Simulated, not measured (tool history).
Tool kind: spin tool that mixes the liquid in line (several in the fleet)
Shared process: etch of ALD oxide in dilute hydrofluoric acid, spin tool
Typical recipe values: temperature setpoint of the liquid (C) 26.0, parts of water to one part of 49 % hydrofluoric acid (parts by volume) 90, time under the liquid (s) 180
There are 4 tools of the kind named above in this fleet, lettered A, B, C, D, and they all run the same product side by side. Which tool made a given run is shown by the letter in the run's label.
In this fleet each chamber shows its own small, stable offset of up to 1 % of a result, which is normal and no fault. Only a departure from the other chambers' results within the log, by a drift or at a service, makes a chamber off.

run   hour  temperature setpoint of the liquid (C)  parts of water to one part of 49 % hydrofluoric acid (parts by volume)  time under the liquid (s)  hours since the thermometer was replaced  hours since the hydrofluoric acid flow meter was replaced  read-back film thickness of the ALD oxide reference wafer, read on the same gauge (nm)  thickness taken off the ALD oxide on a monitor wafer (angstrom)
 1D    5.8                                    26.0                                                                      90                        180                                     280.0                                                      713.0                                                                                  89.933                                                           363.87
 2C    9.3                                    26.0                                                                      90                        180                                     365.5                                                      134.8                                                                                  90.010                                                           361.82
 3A   15.0                                    26.0                                                                      90                        180                                     705.3                                                     2298.0                                                                                  89.992                                                           362.87
 4B   19.4                                    26.0                                                                      90                        180                                     730.0                                                      123.9                                                                                  90.000                                                           360.65
 5C   24.8                                    26.0                                                                      90                        180                                     381.0                                                      150.3                                                                                  89.988                                                           363.42
 6D   30.5                                    30.5                                                                      90                        120                                     304.7                                                      737.7                                                                                  90.044                                                           287.81
 7B   33.3                                    30.5                                                                      90                        120                                     743.9                                                      137.8                                                                                  90.051                                                           288.00
 8A   38.7                                    30.5                                                                      90                        120                                     729.0                                                     2321.7                                                                                  90.027                                                           285.05
 9A   42.8                                    30.5                                                                      90                        120                                     733.1                                                     2325.8                                                                                  89.996                                                           285.24
10D   46.7                                    26.0                                                                      90                        180                                     320.9                                                      753.9                                                                                  90.005                                                           369.47
11C   52.8                                    26.0                                                                      90                        180                                     409.0                                                      178.3                                                                                  89.970                                                           362.03
12B   57.8                                    21.5                                                                      90                        255                                     768.4                                                      162.3                                                                                  89.984                                                           427.27
13B   61.2                                    21.5                                                                      90                        255                                     771.8                                                      165.7                                                                                  89.996                                                           432.88
14A   65.4                                    21.5                                                                      90                        255                                     755.7                                                     2348.4                                                                                  90.062                                                           422.68
15C   68.9                                    21.5                                                                      90                        255                                     425.1                                                      194.4                                                                                  89.966                                                           430.88
16D   72.3                                    26.0                                                                      90                        180                                     346.5                                                      779.5                                                                                  90.000                                                           372.46
17D   75.5                                    29.0                                                                      90                        255                                     349.7                                                      782.7                                                                                  89.936                                                           588.78
18B   79.5                                    29.0                                                                      90                        255                                     790.1                                                      184.0                                                                                  89.989                                                           577.20
19C   83.8                                    29.0                                                                      90                        255                                     440.0                                                      209.3                                                                                  89.970                                                           569.65
20A   87.4                                    29.0                                                                      90                        255                                     777.7                                                     2370.4                                                                                  90.053                                                           580.65
21D   92.4                                    26.0                                                                      90                        180                                     366.6                                                      799.6                                                                                  90.020                                                           378.99
22A   96.1                                    26.0                                                                      90                        210                                     786.4                                                     2379.1                                                                                  90.001                                                           419.24
23B   99.1                                    26.0                                                                      90                        210                                     809.7                                                      203.6                                                                                  89.991                                                           421.83
24C  103.9                                    26.0                                                                      90                        210                                     460.1                                                      229.4                                                                                  90.039                                                           419.58
25B  107.3                                    26.0                                                                      90                        210                                     817.9                                                      211.8                                                                                  90.015                                                           420.46
26C  111.7                                    26.0                                                                      90                        180                                     467.9                                                      237.2                                                                                  89.996                                                           357.45
27D  114.5                                    26.0                                                                      90                        180                                     388.7                                                      821.7                                                                                  90.038                                                           383.88
28A  120.6                                    26.0                                                                      90                        180                                     810.9                                                     2403.6                                                                                  89.939                                                           359.26
29A  124.2                                    26.0                                                                      90                        180                                     814.5                                                     2407.2                                                                                  90.059                                                           362.22
30D  127.2                                    26.0                                                                     105                        180                                     401.4                                                      834.4                                                                                  89.988                                                           321.39
31C  131.6                                    26.0                                                                     105                        180                                     487.8                                                      257.1                                                                                  89.948                                                           305.55
32B  137.5                                    26.0                                                                     105                        180                                     848.1                                                      242.0                                                                                  90.036                                                           307.09
33A  143.3                                    26.0                                                                     105                        180                                     833.6                                                     2426.3                                                                                  90.026                                                           304.72
34D  146.3                                    26.0                                                                      90                        180                                     420.5                                                      853.5                                                                                  90.047                                                           388.53
35C  152.4                                    26.0                                                                      90                        180                                     508.6                                                      277.9                                                                                  89.994                                                           364.94

Predict what each chamber gives when all 4 of them run the settings below next.
36A  156.9                                    26.0                                                                     105                        180                                                                                                                                                                                                                                                             ?
36B  156.9                                    26.0                                                                     105                        180                                                                                                                                                                                                                                                             ?
36C  156.9                                    26.0                                                                     105                        180                                                                                                                                                                                                                                                             ?
36D  156.9                                    26.0                                                                     105                        180                                                                                                                                                                                                                                                             ?

run  thickness taken off the ALD oxide on a monitor wafer (angstrom)
36A                                                           302.40
36B                                                           304.08
36C                                                           303.48
36D                                                           330.02

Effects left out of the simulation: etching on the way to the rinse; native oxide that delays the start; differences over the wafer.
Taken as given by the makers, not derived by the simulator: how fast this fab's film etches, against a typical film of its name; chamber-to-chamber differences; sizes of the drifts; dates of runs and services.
